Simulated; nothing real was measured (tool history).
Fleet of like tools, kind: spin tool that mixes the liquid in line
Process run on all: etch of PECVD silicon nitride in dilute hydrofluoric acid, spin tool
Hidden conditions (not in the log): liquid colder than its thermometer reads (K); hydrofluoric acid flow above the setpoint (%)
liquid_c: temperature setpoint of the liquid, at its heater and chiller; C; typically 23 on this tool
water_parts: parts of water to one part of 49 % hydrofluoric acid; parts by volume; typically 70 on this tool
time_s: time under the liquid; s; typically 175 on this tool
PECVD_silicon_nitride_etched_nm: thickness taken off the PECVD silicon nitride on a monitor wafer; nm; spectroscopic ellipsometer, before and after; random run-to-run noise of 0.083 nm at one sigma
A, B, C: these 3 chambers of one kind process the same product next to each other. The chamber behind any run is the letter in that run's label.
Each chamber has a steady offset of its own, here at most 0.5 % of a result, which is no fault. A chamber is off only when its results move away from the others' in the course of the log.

run   hour  liquid_c  water_parts  time_s  hours since the thermometer was replaced  hours since the hydrofluoric acid flow meter was replaced  read-back film thickness of the PECVD silicon nitride reference wafer, read on the same gauge (nm)  PECVD_silicon_nitride_etched_nm
 1A    8.1        23           70     175                                    2239.1                                                      594.1                                                                                                 120                           10.049
 2C   18.2        23           70     175                                    1044.4                                                      379.7                                                                                                 120                           10.048
 3B     25        23           70     175                                     544.7                                                      103.1                                                                                              120.01                            10.02
 4A   35.6        23           70     175                                    2266.6                                                      621.6                                                                                              120.03                            10.14
 5C   43.8        23           70     175                                      1070                                                      405.3                                                                                              120.01                           9.8699
 6B   52.5        23          100     120                                     572.2                                                      130.6                                                                                                 120                           4.8911
 7C   61.4        23          100     120                                    1087.6                                                      422.9                                                                                                 120                           4.8683
 8A   70.9        23          100     120                                    2301.9                                                      656.9                                                                                                 120                           4.9275
 9B   79.8        23           70     175                                     599.5                                                      157.9                                                                                              119.98                           9.7053
10C   86.4        23           70     175                                    1112.6                                                      447.9                                                                                                 120                           10.109
11A   92.6        23           70     175                                    2323.6                                                      678.6                                                                                              120.02                             10.2
12B   98.7        23           70     175                                     618.4                                                      176.8                                                                                                 120                           9.6361
13B  107.4        23           70     175                                     627.1                                                      185.5                                                                                              119.98                           9.4664
14C  113.4        23           70     175                                    1139.6                                                      474.9                                                                                              120.01                           10.016
15A  118.3        23           70     175                                    2349.3                                                      704.3                                                                                                 120                           10.091
16C  128.2        23           70     175                                    1154.4                                                      489.7                                                                                              120.02                           10.081
17A  134.7        23           70     175                                    2365.7                                                      720.7                                                                                              120.01                           10.004
18B  140.1        23           70     175                                     659.8                                                      218.2                                                                                              119.98                           9.0992
19A  145.1        23           70     175                                    2376.1                                                      731.1                                                                                              120.02                           10.095
20B  153.2        23           70     175                                     672.9                                                      231.3                                                                                                 120                           8.9909
21C    160        23           70     175                                    1186.2                                                      521.5                                                                                              119.98                           10.191

The same settings go to every chamber for the next run, one line per chamber below. Forecast the results for each:
22A  167.9        23           90     175                                                                                                                                                                                                                                         ?
22B  167.9        23           90     175                                                                                                                                                                                                                                         ?
22C  167.9        23           90     175                                                                                                                                                                                                                                         ?

run  PECVD_silicon_nitride_etched_nm
22A                           7.8689
22B                           7.0572
22C                           7.9216

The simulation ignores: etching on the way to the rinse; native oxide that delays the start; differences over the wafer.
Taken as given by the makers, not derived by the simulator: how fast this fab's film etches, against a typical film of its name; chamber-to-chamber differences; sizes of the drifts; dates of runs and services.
